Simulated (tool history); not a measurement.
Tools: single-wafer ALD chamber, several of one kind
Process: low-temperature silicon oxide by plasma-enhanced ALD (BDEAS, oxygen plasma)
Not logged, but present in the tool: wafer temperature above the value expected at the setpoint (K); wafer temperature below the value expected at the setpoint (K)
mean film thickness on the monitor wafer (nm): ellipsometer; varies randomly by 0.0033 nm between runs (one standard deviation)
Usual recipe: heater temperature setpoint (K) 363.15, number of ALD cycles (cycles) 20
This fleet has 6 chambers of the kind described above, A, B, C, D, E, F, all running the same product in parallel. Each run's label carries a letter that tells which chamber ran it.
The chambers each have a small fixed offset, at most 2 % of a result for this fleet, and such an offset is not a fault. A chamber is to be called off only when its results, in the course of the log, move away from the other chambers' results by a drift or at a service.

run   hour  heater temperature setpoint (K)  number of ALD cycles (cycles)  hours since the last thermocouple change  read-back reference wafer on the same gauge, thickness_nm  mean film thickness on the monitor wafer (nm)
 1D    8.3                           363.15                             20                                     936.1                                                     2.8595                                         2.9583
 2B   13.2                           363.15                             20                                     291.9                                                     2.8599                                         2.9073
 3C   19.3                           363.15                             20                                    1991.7                                                     2.8588                                           2.96
 4E   26.1                           363.15                             20                                     960.6                                                     2.8587                                         2.9774
 5A     34                           363.15                             20                                    1318.9                                                     2.8576                                         2.9408
 6F   40.2                           363.15                             20                                     253.8                                                     2.8579                                         2.9945
 7E   47.7                           363.15                             20                                     982.2                                                     2.8583                                         2.9712
 8F   55.1                           363.15                             20                                     268.7                                                     2.8572                                         2.9993
 9C   60.6                           363.15                             20                                      2033                                                     2.8564                                         2.9515
10B   67.1                           363.15                             20                                     345.8                                                     2.8562                                         2.9005
11D   71.4                           363.15                             20                                     999.2                                                     2.8562                                         2.9559
12A   78.3                           363.15                             20                                    1363.2                                                     2.8559                                         2.9369
13F   83.6                           363.15                             20                                     297.2                                                     2.8563                                         2.9953
14B   89.2                           363.15                             20                                     367.9                                                     2.8544                                         2.8992
15E   97.1                           363.15                             20                                    1031.6                                                     2.8559                                         2.9715
16D  102.8                           363.15                             20                                    1030.6                                                     2.8541                                          2.957
17A  108.3                           363.15                             20                                    1393.2                                                     2.8539                                         2.9393
18C  114.8                           363.15                             20                                    2087.2                                                      2.854                                         2.9501
     119.7  -- chamber C: thermocouple changed; heater temperature recalibrated
19A  122.4                           363.15                             20                                    1407.3                                                     2.8538                                         2.9322
20F  126.9                           363.15                             20                                     340.5                                                     2.8524                                          2.989
21C  132.2                           363.15                             20                                      12.6                                                     2.8532                                         2.9567
22E  139.7                           363.15                             20                                    1074.2                                                      2.852                                         2.9626
23D  147.3                           363.15                             20                                    1075.1                                                     2.8511                                          2.958
24B  155.6                           354.15                             20                                     434.3                                                     2.8509                                         2.9876
25E  160.4                           354.15                             20                                    1094.9                                                     2.8518                                         3.0539
26D  168.8                           354.15                             20                                    1096.6                                                     2.8512                                         3.0492
27F    173                           354.15                             20                                     386.6                                                     2.8507                                         3.0797
28B  177.7                           354.15                             20                                     456.4                                                     2.8506                                         2.9872
29A  183.9                           354.15                             20                                    1468.8                                                      2.851                                         3.0249
30C  189.2                           363.15                             20                                      69.6                                                     2.8496                                         2.9534
31E  194.2                           363.15                             20                                    1128.7                                                     2.8501                                         2.9601
32B  199.5                           363.15                             20                                     478.2                                                     2.8496                                         2.8961
33F  206.7                           363.15                             20                                     420.3                                                     2.8488                                         2.9858
34D  214.2                           363.15                             21                                      1142                                                     2.8483                                         3.0948
35C  219.5                           363.15                             21                                      99.9                                                     2.8483                                           3.09
36A  224.7                           363.15                             21                                    1509.6                                                      2.848                                         3.0781
37C  230.7                           363.15                             21                                     111.1                                                      2.848                                         3.0949
38B    236                           363.15                             21                                     514.7                                                     2.8477                                         3.0365

Decide between three cases: one chamber stands off from its peers, the gauge reading all wafers drifts, or nothing is wrong past each chamber's small offset. Where a chamber is off, say which and what most likely put it there.

No chamber is off; the gauge reading every chamber's wafers drifts, which makes the whole fleet appear to move together.
What lies behind it: gauge reads low (%) = 0.453.
